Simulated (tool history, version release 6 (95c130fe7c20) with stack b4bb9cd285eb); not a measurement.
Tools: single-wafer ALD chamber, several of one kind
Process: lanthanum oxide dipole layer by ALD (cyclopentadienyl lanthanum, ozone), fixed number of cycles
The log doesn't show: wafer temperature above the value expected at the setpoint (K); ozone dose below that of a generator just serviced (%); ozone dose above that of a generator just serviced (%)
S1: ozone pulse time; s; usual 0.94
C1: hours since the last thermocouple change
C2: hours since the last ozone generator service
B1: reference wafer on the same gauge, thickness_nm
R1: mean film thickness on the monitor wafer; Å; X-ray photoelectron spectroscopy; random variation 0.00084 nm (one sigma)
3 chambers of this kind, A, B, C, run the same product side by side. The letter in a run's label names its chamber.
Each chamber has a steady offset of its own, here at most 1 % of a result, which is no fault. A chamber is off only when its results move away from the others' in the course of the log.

run 1B hour=12.5 | S1=0.94 | C1=695.5 C2=1273.7 | B1=0.44076 | R1=4.9274
run 2C hour=18.6 | S1=0.94 | C1=765.6 C2=318.4 | B1=0.4409 | R1=4.8624
run 3A hour=30 | S1=0.94 | C1=912.7 C2=190.3 | B1=0.4409 | R1=4.8709
run 4C hour=41.9 | S1=0.94 | C1=788.9 C2=341.7 | B1=0.44084 | R1=4.8536
run 5A hour=54 | S1=0.69 | C1=936.7 C2=214.3 | B1=0.44047 | R1=4.309
run 6B hour=66.5 | S1=0.69 | C1=749.5 C2=1327.7 | B1=0.44055 | R1=4.3291
run 7C hour=79.2 | S1=0.69 | C1=826.2 C2=379 | B1=0.44018 | R1=4.2926
run 8A hour=87.4 | S1=0.94 | C1=970.1 C2=247.7 | B1=0.44031 | R1=4.88
run 9B hour=94.1 | S1=0.94 | C1=777.1 C2=1355.3 | B1=0.44029 | R1=4.9143
run 10B hour=104.2 | S1=0.94 | C1=787.2 C2=1365.4 | B1=0.44038 | R1=4.8917
run 11A hour=114 | S1=0.94 | C1=996.7 C2=274.3 | B1=0.44017 | R1=4.876
run 12C hour=124.1 | S1=0.72 | C1=871.1 C2=423.9 | B1=0.43996 | R1=4.377
run 13C hour=131.2 | S1=0.72 | C1=878.2 C2=431 | B1=0.44005 | R1=4.3643
run 14B hour=138.7 | S1=0.72 | C1=821.7 C2=1399.9 | B1=0.43992 | R1=4.4136
run 15A hour=144.6 | S1=0.94 | C1=1027.3 C2=304.9 | B1=0.43988 | R1=4.8738
run 16A hour=155.1 | S1=0.94 | C1=1037.8 C2=315.4 | B1=0.43991 | R1=4.8582
run 17B hour=164 | S1=0.94 | C1=847 C2=1425.2 | B1=0.4398 | R1=4.9016
run 18C hour=172.6 | S1=0.94 | C1=919.6 C2=472.4 | B1=0.43992 | R1=4.8506
run 19B hour=185.2 | S1=0.94 | C1=868.2 C2=1446.4 | B1=0.43952 | R1=4.9085
run 20C hour=194.6 | S1=0.94 | C1=941.6 C2=494.4 | B1=0.43938 | R1=4.8455
run 21A hour=201.6 | S1=0.94 | C1=1084.3 C2=361.9 | B1=0.43946 | R1=4.8627
run 22C hour=213.7 | S1=0.94 | C1=960.7 C2=513.5 | B1=0.43926 | R1=4.8496
run 23B hour=220.6 | S1=0.94 | C1=903.6 C2=1481.8 | B1=0.43938 | R1=4.8816
run 24A hour=230.7 | S1=0.94 | C1=1113.4 C2=391 | B1=0.43936 | R1=4.8625
run 25A hour=242.3 | S1=0.94 | C1=1125 C2=402.6 | B1=0.43903 | R1=4.8475
run 26B hour=248.3 | S1=1.25 | C1=931.3 C2=1509.5 | B1=0.43911 | R1=5.3102
run 27C hour=256 | S1=1.25 | C1=1003 C2=555.8 | B1=0.4391 | R1=5.2555
run 28B hour=262.9 | S1=1.25 | C1=945.9 C2=1524.1 | B1=0.43888 | R1=5.3071
run 29C hour=274.3 | S1=0.94 | C1=1021.3 C2=574.1 | B1=0.43912 | R1=4.8452
run 30A hour=284.4 | S1=0.94 | C1=1167.1 C2=444.7 | B1=0.43895 | R1=4.8637
run 31C hour=293.3 | S1=0.94 | C1=1040.3 C2=593.1 | B1=0.43872 | R1=4.846
run 32B hour=304.1 | S1=0.94 | C1=987.1 C2=1565.3 | B1=0.43849 | R1=4.8983
run 33A hour=315.4 | S1=1.11 | C1=1198.1 C2=475.7 | B1=0.43844 | R1=5.116
run 34A hour=328.1 | S1=1.11 | C1=1210.8 C2=488.4 | B1=0.43844 | R1=5.1113
run 35C hour=334.5 | S1=1.11 | C1=1081.5 C2=634.3 | B1=0.4383 | R1=5.1015
run 36B hour=347.7 | S1=0.94 | C1=1030.7 C2=1608.9 | B1=0.43822 | R1=4.8822
run 37B hour=360.8 | S1=0.73 | C1=1043.8 C2=1622 | B1=0.43811 | R1=4.4131
run 38C hour=371.3 | S1=0.73 | C1=1118.3 C2=671.1 | B1=0.43812 | R1=4.3824
run 39A hour=383.7 | S1=0.73 | C1=1266.4 C2=544 | B1=0.43818 | R1=4.3851
run 40C hour=391.8 | S1=0.94 | C1=1138.8 C2=691.6 | B1=0.43799 | R1=4.825

What goes on in this fleet: one chamber off, a drifting gauge, or nothing beyond the chambers' own small offsets? Name the chamber and the cause, if any.

The gauge drifts, so all chambers seem to drift together. No chamber is off.
Cause: gauge reads low (%) = 0.704.

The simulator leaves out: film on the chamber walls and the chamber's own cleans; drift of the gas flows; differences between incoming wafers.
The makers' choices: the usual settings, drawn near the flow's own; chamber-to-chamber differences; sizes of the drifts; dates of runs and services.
